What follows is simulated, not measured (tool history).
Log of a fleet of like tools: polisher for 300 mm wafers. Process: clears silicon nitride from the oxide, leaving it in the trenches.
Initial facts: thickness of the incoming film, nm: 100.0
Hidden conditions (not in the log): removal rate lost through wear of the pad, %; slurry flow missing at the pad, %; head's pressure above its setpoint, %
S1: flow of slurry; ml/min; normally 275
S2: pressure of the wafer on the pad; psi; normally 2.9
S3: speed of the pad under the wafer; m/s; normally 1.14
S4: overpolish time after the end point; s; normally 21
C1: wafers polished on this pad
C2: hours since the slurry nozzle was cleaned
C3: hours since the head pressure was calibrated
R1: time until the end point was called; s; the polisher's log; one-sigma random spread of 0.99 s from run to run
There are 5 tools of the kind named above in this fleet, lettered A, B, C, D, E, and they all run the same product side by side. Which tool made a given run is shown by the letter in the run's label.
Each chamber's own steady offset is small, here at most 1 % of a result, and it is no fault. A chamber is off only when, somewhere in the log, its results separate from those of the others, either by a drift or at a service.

run	hour	S1	S2	S3	S4	C1	C2	C3	R1
1C	4.6	275	2.9	1.14	21	625	11	403.7	97.575
2A	12.1	275	2.9	1.14	21	741	145.3	568.9	97.133
3D	16.8	275	2.9	1.14	21	700	711.4	633.5	97.525
4E	22.8	275	2.9	1.14	21	1439	320.5	264.1	96.474
# hour 23.5: chamber A: worn pad replaced by a new one
5B	27.9	275	2.9	1.14	21	507	373.9	458.6	96.772
6B	31.8	275	3.9	1.14	21	547	377.8	462.5	71.349
# hour 33.3: chamber C: worn pad replaced by a new one
# hour 35.6: chamber E: worn pad replaced by a new one
7A	38.8	275	3.9	1.14	21	158	172	595.6	71.215
# hour 41.1: chamber D: worn pad replaced by a new one
8D	44.9	275	3.9	1.14	21	40	739.5	661.6	73.102
9C	52.3	275	3.9	1.14	21	196	58.7	451.4	71.824
10E	58.5	275	3.9	1.14	21	236	356.2	299.8	71.893
11B	65.4	275	2.9	1.14	21	893	411.4	496.1	97.656
12A	71.4	275	3.8	1.14	25	494	204.6	628.2	73.536
13C	77.5	275	3.8	1.14	25	455	83.9	476.6	75.677
# hour 78.8: chamber B: worn pad replaced by a new one
14E	86.3	275	3.8	1.14	25	522	384	327.6	75.188
15D	93.4	275	3.8	1.14	25	539	788	710.1	74.888
16B	98.2	275	3.8	1.14	25	200	444.2	528.9	74.475
17D	104.1	275	2.9	1.28	21	650	798.7	720.8	87.303
18E	107.9	275	2.9	1.28	21	745	405.6	349.2	87.664
# hour 110.1: chamber C: worn pad replaced by a new one
19C	115.5	275	2.9	1.28	21	55	121.9	514.6	87.422
# hour 116.9: chamber D: slurry nozzle cleaned
20A	124.2	275	2.9	1.28	21	1038	257.4	681	84.576
# hour 127.9: chamber A: worn pad replaced by a new one
21C	129.2	275	2.9	1.28	21	196	135.6	528.3	87.49
22D	133.1	275	2.9	1.14	21	949	16.3	749.8	98.726
23B	139.6	275	2.9	1.14	21	626	485.6	570.3	97.93
24A	145.1	275	2.9	1.14	21	178	278.3	701.9	96.847
25E	149.4	275	2.9	1.14	21	1173	447.1	390.7	97.984
# hour 152.5: chamber D: worn pad replaced by a new one
26E	157.6	275	2.9	1.14	21	1257	455.3	398.9	97.356
# hour 165.2: chamber E: head pressure recalibrated
27A	166.1	275	2.9	1.14	21	394	299.3	722.9	96.931
# hour 169.5: chamber E: worn pad replaced by a new one
28C	171.5	275	2.9	1.14	21	632	177.9	570.6	96.76
29D	176.7	275	2.9	1.14	21	249	59.9	793.4	96.014
30B	183.7	275	2.9	1.14	21	1081	529.7	614.4	96.609
# hour 187.8: chamber B: worn pad replaced by a new one
31A	189.2	275	2.9	1.14	21	632	322.4	746	97.838
# hour 190.7: chamber B: slurry nozzle cleaned
32E	198	275	2.9	1.14	21	294	495.7	32.9	98.818
# hour 201.6: chamber C: worn pad replaced by a new one
33D	201.8	275	2.9	1.14	21	508	85	818.5	95.145
34C	208.1	275	2.9	1.14	21	67	214.5	607.2	96.551
35B	213.1	275	2.9	1.14	21	261	22.5	643.8	96.714

Next, all 5 chambers run the settings below, one line each with question marks for the results. What does each chamber give?
36A	219.4	275	2.9	1.14	21				?
36B	219.4	275	2.9	1.14	21				?
36C	219.4	275	2.9	1.14	21				?
36D	219.4	275	2.9	1.14	21				?
36E	219.4	275	2.9	1.14	21				?

run	R1
36A	97.767
36B	96.516
36C	97.164
36D	95.409
36E	97.536
